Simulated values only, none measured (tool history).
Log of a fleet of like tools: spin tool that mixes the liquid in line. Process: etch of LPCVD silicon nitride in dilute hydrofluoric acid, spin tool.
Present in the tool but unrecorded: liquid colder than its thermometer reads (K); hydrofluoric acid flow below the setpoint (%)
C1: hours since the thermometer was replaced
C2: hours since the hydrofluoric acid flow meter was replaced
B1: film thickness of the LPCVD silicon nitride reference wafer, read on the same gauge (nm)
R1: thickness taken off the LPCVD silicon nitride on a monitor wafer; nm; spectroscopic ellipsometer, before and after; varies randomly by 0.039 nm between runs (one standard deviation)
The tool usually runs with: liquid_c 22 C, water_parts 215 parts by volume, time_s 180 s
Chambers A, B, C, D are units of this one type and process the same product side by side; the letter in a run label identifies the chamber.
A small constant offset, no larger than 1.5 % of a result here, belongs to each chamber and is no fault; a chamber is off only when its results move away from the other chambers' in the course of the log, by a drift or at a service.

{"run": "1A", "hour": 10.6, "liquid_c": 22, "water_parts": 215, "time_s": 180, "C1": 1501.2, "C2": 659.9, "B1": 69.99, "R1": 0.3697}
{"run": "2D", "hour": 19.7, "liquid_c": 22, "water_parts": 215, "time_s": 180, "C1": 2179.2, "C2": 1824.7, "B1": 70.009, "R1": 0.29247}
{"run": "3C", "hour": 29.1, "liquid_c": 22, "water_parts": 215, "time_s": 180, "C1": 1334.4, "C2": 329.4, "B1": 69.997, "R1": 0.33528}
{"run": "4B", "hour": 40.7, "liquid_c": 22, "water_parts": 215, "time_s": 180, "C1": 394.5, "C2": 277.3, "B1": 70.03, "R1": 0.32319}
{"hour": 43.4, "done": "chamber A: hydrofluoric acid flow meter replaced"}
{"run": "5C", "hour": 52.5, "liquid_c": 22, "water_parts": 215, "time_s": 180, "C1": 1357.8, "C2": 352.8, "B1": 70.012, "R1": 0.34112}
{"run": "6D", "hour": 65.8, "liquid_c": 23.5, "water_parts": 215, "time_s": 180, "C1": 2225.3, "C2": 1870.8, "B1": 69.999, "R1": 0.35976}
{"run": "7B", "hour": 76.8, "liquid_c": 23.5, "water_parts": 215, "time_s": 180, "C1": 430.6, "C2": 313.4, "B1": 70.012, "R1": 0.35697}
{"run": "8A", "hour": 89.9, "liquid_c": 23.5, "water_parts": 215, "time_s": 180, "C1": 1580.5, "C2": 46.6, "B1": 69.973, "R1": 0.40057}
{"run": "9B", "hour": 100.5, "liquid_c": 23.5, "water_parts": 215, "time_s": 180, "C1": 454.3, "C2": 337.1, "B1": 70.005, "R1": 0.46159}
{"run": "10D", "hour": 110.6, "liquid_c": 22, "water_parts": 215, "time_s": 95, "C1": 2270.1, "C2": 1915.6, "B1": 69.981, "R1": 0.16827}
{"run": "11C", "hour": 120.6, "liquid_c": 22, "water_parts": 215, "time_s": 95, "C1": 1425.9, "C2": 420.9, "B1": 70.015, "R1": 0.18039}
{"run": "12A", "hour": 128.4, "liquid_c": 22, "water_parts": 215, "time_s": 95, "C1": 1619, "C2": 85.1, "B1": 69.99, "R1": 0.16396}
{"hour": 136.7, "done": "chamber A: thermometer replaced"}
{"run": "13D", "hour": 139.0, "liquid_c": 22, "water_parts": 215, "time_s": 95, "C1": 2298.5, "C2": 1944, "B1": 70.006, "R1": 0.15885}
{"run": "14A", "hour": 150.0, "liquid_c": 22, "water_parts": 215, "time_s": 180, "C1": 13.3, "C2": 106.7, "B1": 70.002, "R1": 0.3212}
{"run": "15C", "hour": 161.5, "liquid_c": 22, "water_parts": 215, "time_s": 180, "C1": 1466.8, "C2": 461.8, "B1": 69.99, "R1": 0.34804}
{"run": "16B", "hour": 170.8, "liquid_c": 22, "water_parts": 215, "time_s": 180, "C1": 524.6, "C2": 407.4, "B1": 69.977, "R1": 0.29719}
{"run": "17A", "hour": 182.6, "liquid_c": 22, "water_parts": 215, "time_s": 180, "C1": 45.9, "C2": 139.3, "B1": 70.013, "R1": 0.36059}
{"run": "18B", "hour": 190.1, "liquid_c": 22, "water_parts": 215, "time_s": 180, "C1": 543.9, "C2": 426.7, "B1": 69.989, "R1": 0.34494}
{"run": "19C", "hour": 202.2, "liquid_c": 22, "water_parts": 115, "time_s": 180, "C1": 1507.5, "C2": 502.5, "B1": 70.022, "R1": 0.62258}
{"run": "20D", "hour": 210.2, "liquid_c": 22, "water_parts": 115, "time_s": 180, "C1": 2369.7, "C2": 2015.2, "B1": 69.987, "R1": 0.47217}
{"run": "21B", "hour": 219.6, "liquid_c": 22, "water_parts": 115, "time_s": 180, "C1": 573.4, "C2": 456.2, "B1": 70.022, "R1": 0.57532}
{"run": "22D", "hour": 227.4, "liquid_c": 22, "water_parts": 115, "time_s": 180, "C1": 2386.9, "C2": 2032.4, "B1": 70.013, "R1": 0.70176}
{"run": "23A", "hour": 234.9, "liquid_c": 22, "water_parts": 215, "time_s": 180, "C1": 98.2, "C2": 191.6, "B1": 69.965, "R1": 0.38989}
{"run": "24C", "hour": 244.3, "liquid_c": 22, "water_parts": 290, "time_s": 180, "C1": 1549.6, "C2": 544.6, "B1": 69.992, "R1": 0.27795}
{"run": "25B", "hour": 250.8, "liquid_c": 22, "water_parts": 290, "time_s": 180, "C1": 604.6, "C2": 487.4, "B1": 70.001, "R1": 0.2924}
{"run": "26A", "hour": 260.6, "liquid_c": 22, "water_parts": 290, "time_s": 180, "C1": 123.9, "C2": 217.3, "B1": 70.004, "R1": 0.23313}
{"run": "27D", "hour": 273.3, "liquid_c": 22, "water_parts": 290, "time_s": 180, "C1": 2432.8, "C2": 2078.3, "B1": 69.984, "R1": 0.23641}
{"run": "28C", "hour": 281.8, "liquid_c": 22, "water_parts": 215, "time_s": 180, "C1": 1587.1, "C2": 582.1, "B1": 70.027, "R1": 0.27002}
{"hour": 288.9, "done": "chamber B: hydrofluoric acid flow meter replaced"}
{"run": "29B", "hour": 294.3, "liquid_c": 22, "water_parts": 215, "time_s": 180, "C1": 648.1, "C2": 5.4, "B1": 69.995, "R1": 0.36859}
{"run": "30C", "hour": 306.5, "liquid_c": 22, "water_parts": 215, "time_s": 180, "C1": 1611.8, "C2": 606.8, "B1": 70.006, "R1": 0.28365}
{"run": "31A", "hour": 318.7, "liquid_c": 22, "water_parts": 215, "time_s": 180, "C1": 182, "C2": 275.4, "B1": 70.008, "R1": 0.33638}
{"run": "32D", "hour": 327.2, "liquid_c": 22, "water_parts": 310, "time_s": 180, "C1": 2486.7, "C2": 2132.2, "B1": 69.989, "R1": 0.18259}
{"run": "33D", "hour": 338.9, "liquid_c": 22, "water_parts": 310, "time_s": 180, "C1": 2498.4, "C2": 2143.9, "B1": 70.004, "R1": 0.26304}
{"run": "34A", "hour": 344.7, "liquid_c": 22, "water_parts": 310, "time_s": 180, "C1": 208, "C2": 301.4, "B1": 70.015, "R1": 0.18655}

For the next run the whole fleet of 4 chambers uses the same settings. Give each chamber's results:
{"run": "35A", "hour": 354.4, "liquid_c": 22, "water_parts": 215, "time_s": 180, "R1": "?"}
{"run": "35B", "hour": 354.4, "liquid_c": 22, "water_parts": 215, "time_s": 180, "R1": "?"}
{"run": "35C", "hour": 354.4, "liquid_c": 22, "water_parts": 215, "time_s": 180, "R1": "?"}
{"run": "35D", "hour": 354.4, "liquid_c": 22, "water_parts": 215, "time_s": 180, "R1": "?"}

run=35A R1=0.3243
run=35B R1=0.32506
run=35C R1=0.35322
run=35D R1=0.32277

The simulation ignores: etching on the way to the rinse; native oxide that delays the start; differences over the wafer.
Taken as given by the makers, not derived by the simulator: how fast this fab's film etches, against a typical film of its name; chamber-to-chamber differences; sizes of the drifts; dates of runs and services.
